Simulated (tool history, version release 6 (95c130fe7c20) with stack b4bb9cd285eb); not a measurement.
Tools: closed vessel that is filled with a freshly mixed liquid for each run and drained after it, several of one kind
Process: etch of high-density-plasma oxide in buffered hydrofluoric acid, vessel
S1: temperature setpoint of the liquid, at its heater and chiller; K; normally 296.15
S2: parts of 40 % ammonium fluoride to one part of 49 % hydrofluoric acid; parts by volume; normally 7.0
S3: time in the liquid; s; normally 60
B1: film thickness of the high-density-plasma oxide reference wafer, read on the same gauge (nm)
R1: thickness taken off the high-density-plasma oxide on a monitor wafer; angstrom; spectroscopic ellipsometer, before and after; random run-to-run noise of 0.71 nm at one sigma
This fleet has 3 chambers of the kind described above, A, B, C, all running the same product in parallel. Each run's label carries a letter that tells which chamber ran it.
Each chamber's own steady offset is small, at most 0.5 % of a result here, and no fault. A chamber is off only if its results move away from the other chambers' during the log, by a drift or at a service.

{"run": "1B", "hour": 4.4, "S1": 296.15, "S2": 7.0, "S3": 60, "B1": 60.017, "R1": 1010.8}
{"run": "2C", "hour": 8.9, "S1": 296.15, "S2": 7.0, "S3": 60, "B1": 60.002, "R1": 1012.4}
{"run": "3A", "hour": 14.4, "S1": 296.15, "S2": 7.0, "S3": 60, "B1": 60.01, "R1": 1007.8}
{"run": "4B", "hour": 21.6, "S1": 296.15, "S2": 7.0, "S3": 60, "B1": 60.003, "R1": 1006.0}
{"run": "5C", "hour": 25.8, "S1": 296.15, "S2": 7.0, "S3": 60, "B1": 60.027, "R1": 993.48}
{"run": "6A", "hour": 30.6, "S1": 296.15, "S2": 7.0, "S3": 60, "B1": 60.001, "R1": 998.61}
{"run": "7C", "hour": 35.1, "S1": 296.15, "S2": 7.0, "S3": 60, "B1": 59.988, "R1": 1006.5}
{"run": "8A", "hour": 41.9, "S1": 296.15, "S2": 7.0, "S3": 60, "B1": 59.987, "R1": 997.67}
{"run": "9B", "hour": 46.0, "S1": 296.15, "S2": 7.0, "S3": 60, "B1": 60.006, "R1": 1019.0}
{"run": "10A", "hour": 52.7, "S1": 296.15, "S2": 7.0, "S3": 60, "B1": 59.996, "R1": 1014.2}
{"run": "11C", "hour": 56.9, "S1": 296.15, "S2": 7.0, "S3": 60, "B1": 60.009, "R1": 1004.5}
{"run": "12B", "hour": 61.1, "S1": 296.15, "S2": 7.0, "S3": 60, "B1": 60.013, "R1": 1015.6}
{"run": "13C", "hour": 66.1, "S1": 296.15, "S2": 7.0, "S3": 60, "B1": 60.001, "R1": 1013.1}
{"run": "14B", "hour": 69.7, "S1": 293.15, "S2": 7.0, "S3": 60, "B1": 60.004, "R1": 868.66}
{"run": "15A", "hour": 74.3, "S1": 293.15, "S2": 7.0, "S3": 60, "B1": 59.989, "R1": 858.85}
{"run": "16A", "hour": 80.5, "S1": 293.15, "S2": 7.0, "S3": 60, "B1": 60.007, "R1": 857.32}
{"run": "17B", "hour": 85.2, "S1": 296.15, "S2": 5.5, "S3": 95, "B1": 59.979, "R1": 2037.5}
{"run": "18C", "hour": 90.6, "S1": 296.15, "S2": 5.5, "S3": 95, "B1": 60.008, "R1": 1947.5}
{"run": "19C", "hour": 94.2, "S1": 296.15, "S2": 5.5, "S3": 95, "B1": 60.014, "R1": 1933.9}
{"hour": 98.3, "done": "chamber A: hydrofluoric acid flow meter replaced"}
{"run": "20B", "hour": 100.5, "S1": 296.15, "S2": 7.0, "S3": 75, "B1": 60.009, "R1": 1297.8}
{"run": "21A", "hour": 106.7, "S1": 296.15, "S2": 7.0, "S3": 75, "B1": 59.996, "R1": 1255.6}
{"run": "22B", "hour": 111.6, "S1": 296.15, "S2": 7.0, "S3": 75, "B1": 60.017, "R1": 1299.7}
{"run": "23C", "hour": 114.9, "S1": 296.15, "S2": 7.0, "S3": 60, "B1": 60.001, "R1": 988.56}
{"run": "24A", "hour": 122.2, "S1": 296.15, "S2": 7.0, "S3": 60, "B1": 59.99, "R1": 1000.6}
{"run": "25C", "hour": 129.1, "S1": 296.15, "S2": 7.0, "S3": 60, "B1": 59.999, "R1": 1002.1}
{"run": "26B", "hour": 136.6, "S1": 296.15, "S2": 7.0, "S3": 60, "B1": 59.992, "R1": 1056.0}
{"run": "27A", "hour": 143.9, "S1": 296.15, "S2": 7.0, "S3": 60, "B1": 59.998, "R1": 1012.9}
{"hour": 144.3, "done": "chamber C: thermometer replaced"}
{"run": "28B", "hour": 150.4, "S1": 296.15, "S2": 6.0, "S3": 40, "B1": 60.005, "R1": 813.19}
{"run": "29A", "hour": 155.7, "S1": 296.15, "S2": 6.0, "S3": 40, "B1": 60.009, "R1": 763.51}
{"run": "30C", "hour": 160.9, "S1": 296.15, "S2": 6.0, "S3": 40, "B1": 59.981, "R1": 762.4}
{"run": "31C", "hour": 166.1, "S1": 296.15, "S2": 7.0, "S3": 60, "B1": 59.994, "R1": 992.6}
{"run": "32B", "hour": 170.8, "S1": 296.15, "S2": 7.0, "S3": 60, "B1": 59.985, "R1": 1077.5}
{"run": "33A", "hour": 177.3, "S1": 296.15, "S2": 7.0, "S3": 60, "B1": 60.013, "R1": 1007.8}
{"run": "34A", "hour": 181.4, "S1": 296.15, "S2": 7.0, "S3": 60, "B1": 60.013, "R1": 992.94}
{"run": "35B", "hour": 187.3, "S1": 300.65, "S2": 8.0, "S3": 60, "B1": 60.021, "R1": 1197.9}
{"run": "36C", "hour": 194.5, "S1": 300.65, "S2": 8.0, "S3": 60, "B1": 59.985, "R1": 1121.9}

What goes on in this fleet: one chamber off, a drifting gauge, or nothing beyond the chambers' own small offsets? Name the chamber and the cause, if any.

It is chamber B that slowly wanders off from its peers.
What lies behind it: liquid hotter than its thermometer reads (K) = 1.69.
The log might look much the same if the cause were instead: hydrofluoric acid flow above the setpoint (%).

Which of the 4 candidates below, each the usual settings with something changed and its results left as question marks, puts chamber B back in line with what the other chambers give on the usual settings?
In line means no further than this from the other chambers' mean on the usual settings: R1 25.00 angstrom
{"run": "37B-1", "hour": 200.0, "S1": 296.65, "S2": 6.5, "S3": 60, "R1": "?"}
{"run": "37B-2", "hour": 200.0, "S1": 296.15, "S2": 7.0, "S3": 55, "R1": "?"}
{"run": "37B-3", "hour": 200.0, "S1": 295.15, "S2": 8.0, "S3": 60, "R1": "?"}
{"run": "37B-4", "hour": 200.0, "S1": 296.15, "S2": 5.5, "S3": 60, "R1": "?"}

What the other chambers average on the usual settings: R1 1002.10 angstrom
run=37B-1 R1=1195.60
run=37B-2 R1=1001.20
run=37B-3 R1=898.49
run=37B-4 R1=1339.70
The right change is 37B-2: it brings the chamber back within the allowed miss of the others.
